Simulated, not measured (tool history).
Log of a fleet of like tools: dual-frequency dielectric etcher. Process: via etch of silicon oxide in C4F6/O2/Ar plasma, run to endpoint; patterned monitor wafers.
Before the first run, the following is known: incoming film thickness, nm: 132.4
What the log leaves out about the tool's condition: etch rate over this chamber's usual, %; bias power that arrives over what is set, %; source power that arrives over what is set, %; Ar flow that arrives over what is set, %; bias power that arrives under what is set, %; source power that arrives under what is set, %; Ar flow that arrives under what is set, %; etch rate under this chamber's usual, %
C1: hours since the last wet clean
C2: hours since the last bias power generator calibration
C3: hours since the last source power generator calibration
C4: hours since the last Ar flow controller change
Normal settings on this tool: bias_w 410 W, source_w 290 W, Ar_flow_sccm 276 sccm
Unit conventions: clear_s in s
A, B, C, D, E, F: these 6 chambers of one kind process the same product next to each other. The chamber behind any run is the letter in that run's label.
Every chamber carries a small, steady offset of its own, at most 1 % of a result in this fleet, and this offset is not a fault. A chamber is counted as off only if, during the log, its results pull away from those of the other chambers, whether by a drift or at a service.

{"run": "1A", "hour": 7.3, "bias_w": 410, "source_w": 290, "Ar_flow_sccm": 276, "C1": 633.7, "C2": 1632.2, "C3": 73.6, "C4": 1129.3, "clear_s": 34.622}
{"hour": 17.0, "done": "chamber F: wet clean of the chamber"}
{"run": "2C", "hour": 21.2, "bias_w": 410, "source_w": 290, "Ar_flow_sccm": 276, "C1": 497, "C2": 2187.3, "C3": 1921.1, "C4": 194.1, "clear_s": 34.531}
{"hour": 22.0, "done": "chamber C: wet clean of the chamber"}
{"run": "3F", "hour": 34.5, "bias_w": 410, "source_w": 290, "Ar_flow_sccm": 276, "C1": 17.5, "C2": 1257.9, "C3": 981.7, "C4": 5355.9, "clear_s": 34.943}
{"run": "4E", "hour": 46.1, "bias_w": 410, "source_w": 290, "Ar_flow_sccm": 276, "C1": 87.1, "C2": 4519, "C3": 2114.2, "C4": 2159.6, "clear_s": 34.876}
{"run": "5D", "hour": 53.3, "bias_w": 410, "source_w": 290, "Ar_flow_sccm": 276, "C1": 367.7, "C2": 2106.3, "C3": 312.8, "C4": 443, "clear_s": 35.083}
{"run": "6B", "hour": 67.1, "bias_w": 410, "source_w": 290, "Ar_flow_sccm": 276, "C1": 137.6, "C2": 3322.3, "C3": 1395, "C4": 587.4, "clear_s": 34.807}
{"run": "7E", "hour": 75.9, "bias_w": 410, "source_w": 290, "Ar_flow_sccm": 276, "C1": 116.9, "C2": 4548.8, "C3": 2144, "C4": 2189.4, "clear_s": 35.027}
{"hour": 83.2, "done": "chamber A: wet clean of the chamber"}
{"run": "8C", "hour": 88.4, "bias_w": 410, "source_w": 290, "Ar_flow_sccm": 276, "C1": 66.5, "C2": 2254.5, "C3": 1988.3, "C4": 261.3, "clear_s": 34.949}
{"hour": 88.5, "done": "chamber E: source power generator calibrated"}
{"hour": 97.8, "done": "chamber D: wet clean of the chamber"}
{"run": "9D", "hour": 100.6, "bias_w": 410, "source_w": 290, "Ar_flow_sccm": 276, "C1": 2.8, "C2": 2153.6, "C3": 360.1, "C4": 490.3, "clear_s": 34.811}
{"run": "10A", "hour": 108.7, "bias_w": 410, "source_w": 290, "Ar_flow_sccm": 276, "C1": 25.5, "C2": 1733.6, "C3": 175, "C4": 1230.7, "clear_s": 34.456}
{"run": "11F", "hour": 119.6, "bias_w": 410, "source_w": 290, "Ar_flow_sccm": 276, "C1": 102.6, "C2": 1343, "C3": 1066.8, "C4": 5441, "clear_s": 35.246}
{"run": "12B", "hour": 127.3, "bias_w": 410, "source_w": 290, "Ar_flow_sccm": 276, "C1": 197.8, "C2": 3382.5, "C3": 1455.2, "C4": 647.6, "clear_s": 34.925}
{"run": "13E", "hour": 135.3, "bias_w": 410, "source_w": 290, "Ar_flow_sccm": 276, "C1": 176.3, "C2": 4608.2, "C3": 46.9, "C4": 2248.8, "clear_s": 35.506}
{"run": "14B", "hour": 142.7, "bias_w": 410, "source_w": 290, "Ar_flow_sccm": 276, "C1": 213.2, "C2": 3397.9, "C3": 1470.6, "C4": 663, "clear_s": 34.827}
{"hour": 143.2, "done": "chamber E: bias power generator calibrated"}
{"run": "15D", "hour": 155.3, "bias_w": 410, "source_w": 250, "Ar_flow_sccm": 276, "C1": 57.5, "C2": 2208.3, "C3": 414.8, "C4": 545, "clear_s": 36.694}
{"run": "16A", "hour": 165.0, "bias_w": 410, "source_w": 250, "Ar_flow_sccm": 276, "C1": 81.8, "C2": 1789.9, "C3": 231.3, "C4": 1287, "clear_s": 36.622}
{"run": "17C", "hour": 177.0, "bias_w": 410, "source_w": 250, "Ar_flow_sccm": 276, "C1": 155.1, "C2": 2343.1, "C3": 2076.9, "C4": 349.9, "clear_s": 37.067}
{"hour": 181.9, "done": "chamber B: bias power generator calibrated"}
{"run": "18F", "hour": 183.4, "bias_w": 410, "source_w": 250, "Ar_flow_sccm": 276, "C1": 166.4, "C2": 1406.8, "C3": 1130.6, "C4": 5504.8, "clear_s": 36.805}
{"hour": 188.1, "done": "chamber D: bias power generator calibrated"}
{"run": "19F", "hour": 191.1, "bias_w": 410, "source_w": 250, "Ar_flow_sccm": 276, "C1": 174.1, "C2": 1414.5, "C3": 1138.3, "C4": 5512.5, "clear_s": 36.801}
{"run": "20E", "hour": 203.8, "bias_w": 410, "source_w": 250, "Ar_flow_sccm": 276, "C1": 244.8, "C2": 60.6, "C3": 115.4, "C4": 2317.3, "clear_s": 37.405}
{"run": "21B", "hour": 218.0, "bias_w": 410, "source_w": 290, "Ar_flow_sccm": 276, "C1": 288.5, "C2": 36.2, "C3": 1545.9, "C4": 738.3, "clear_s": 35.071}
{"run": "22A", "hour": 226.9, "bias_w": 410, "source_w": 290, "Ar_flow_sccm": 276, "C1": 143.7, "C2": 1851.8, "C3": 293.2, "C4": 1348.9, "clear_s": 34.598}
{"run": "23D", "hour": 239.4, "bias_w": 322, "source_w": 290, "Ar_flow_sccm": 276, "C1": 141.6, "C2": 51.3, "C3": 498.9, "C4": 629.1, "clear_s": 38.24}
{"run": "24C", "hour": 250.6, "bias_w": 322, "source_w": 290, "Ar_flow_sccm": 276, "C1": 228.7, "C2": 2416.7, "C3": 2150.5, "C4": 423.5, "clear_s": 38.165}
{"run": "25A", "hour": 259.8, "bias_w": 322, "source_w": 290, "Ar_flow_sccm": 276, "C1": 176.6, "C2": 1884.7, "C3": 326.1, "C4": 1381.8, "clear_s": 37.674}
{"run": "26B", "hour": 269.4, "bias_w": 322, "source_w": 290, "Ar_flow_sccm": 276, "C1": 339.9, "C2": 87.6, "C3": 1597.3, "C4": 789.7, "clear_s": 38.16}
{"run": "27D", "hour": 279.8, "bias_w": 322, "source_w": 290, "Ar_flow_sccm": 276, "C1": 182, "C2": 91.7, "C3": 539.3, "C4": 669.5, "clear_s": 38.392}
{"run": "28C", "hour": 289.5, "bias_w": 322, "source_w": 290, "Ar_flow_sccm": 276, "C1": 267.6, "C2": 2455.6, "C3": 2189.4, "C4": 462.4, "clear_s": 37.82}
{"run": "29E", "hour": 302.0, "bias_w": 497, "source_w": 230, "Ar_flow_sccm": 276, "C1": 343, "C2": 158.8, "C3": 213.6, "C4": 2415.5, "clear_s": 35.553}
{"hour": 302.2, "done": "chamber E: wet clean of the chamber"}
{"run": "30F", "hour": 315.1, "bias_w": 497, "source_w": 230, "Ar_flow_sccm": 276, "C1": 298.1, "C2": 1538.5, "C3": 1262.3, "C4": 5636.5, "clear_s": 35.374}
{"run": "31E", "hour": 328.6, "bias_w": 497, "source_w": 230, "Ar_flow_sccm": 276, "C1": 26.4, "C2": 185.4, "C3": 240.2, "C4": 2442.1, "clear_s": 35.697}
{"run": "32C", "hour": 336.1, "bias_w": 497, "source_w": 230, "Ar_flow_sccm": 276, "C1": 314.2, "C2": 2502.2, "C3": 2236, "C4": 509, "clear_s": 35.167}
{"run": "33B", "hour": 343.5, "bias_w": 497, "source_w": 230, "Ar_flow_sccm": 276, "C1": 414, "C2": 161.7, "C3": 1671.4, "C4": 863.8, "clear_s": 35.402}
{"run": "34F", "hour": 355.3, "bias_w": 497, "source_w": 230, "Ar_flow_sccm": 276, "C1": 338.3, "C2": 1578.7, "C3": 1302.5, "C4": 5676.7, "clear_s": 35.465}
{"run": "35D", "hour": 367.7, "bias_w": 410, "source_w": 330, "Ar_flow_sccm": 334, "C1": 269.9, "C2": 179.6, "C3": 627.2, "C4": 757.4, "clear_s": 34.365}
{"run": "36A", "hour": 377.5, "bias_w": 410, "source_w": 330, "Ar_flow_sccm": 334, "C1": 294.3, "C2": 2002.4, "C3": 443.8, "C4": 1499.5, "clear_s": 34.047}
{"run": "37F", "hour": 387.7, "bias_w": 410, "source_w": 330, "Ar_flow_sccm": 334, "C1": 370.7, "C2": 1611.1, "C3": 1334.9, "C4": 5709.1, "clear_s": 34.207}
{"run": "38A", "hour": 397.4, "bias_w": 410, "source_w": 330, "Ar_flow_sccm": 334, "C1": 314.2, "C2": 2022.3, "C3": 463.7, "C4": 1519.4, "clear_s": 34.011}
{"run": "39D", "hour": 410.9, "bias_w": 410, "source_w": 330, "Ar_flow_sccm": 334, "C1": 313.1, "C2": 222.8, "C3": 670.4, "C4": 800.6, "clear_s": 34.097}
{"run": "40C", "hour": 420.7, "bias_w": 410, "source_w": 330, "Ar_flow_sccm": 334, "C1": 398.8, "C2": 2586.8, "C3": 2320.6, "C4": 593.6, "clear_s": 33.605}
{"run": "41B", "hour": 427.6, "bias_w": 410, "source_w": 290, "Ar_flow_sccm": 276, "C1": 498.1, "C2": 245.8, "C3": 1755.5, "C4": 947.9, "clear_s": 34.909}
{"run": "42E", "hour": 435.8, "bias_w": 410, "source_w": 290, "Ar_flow_sccm": 276, "C1": 133.6, "C2": 292.6, "C3": 347.4, "C4": 2549.3, "clear_s": 35.347}

What goes on in this fleet: one chamber off, a drifting gauge, or nothing beyond the chambers' own small offsets? Name the chamber and the cause, if any.

Neither any chamber nor the gauge drifts; the chambers differ only by their own small, steady offsets.

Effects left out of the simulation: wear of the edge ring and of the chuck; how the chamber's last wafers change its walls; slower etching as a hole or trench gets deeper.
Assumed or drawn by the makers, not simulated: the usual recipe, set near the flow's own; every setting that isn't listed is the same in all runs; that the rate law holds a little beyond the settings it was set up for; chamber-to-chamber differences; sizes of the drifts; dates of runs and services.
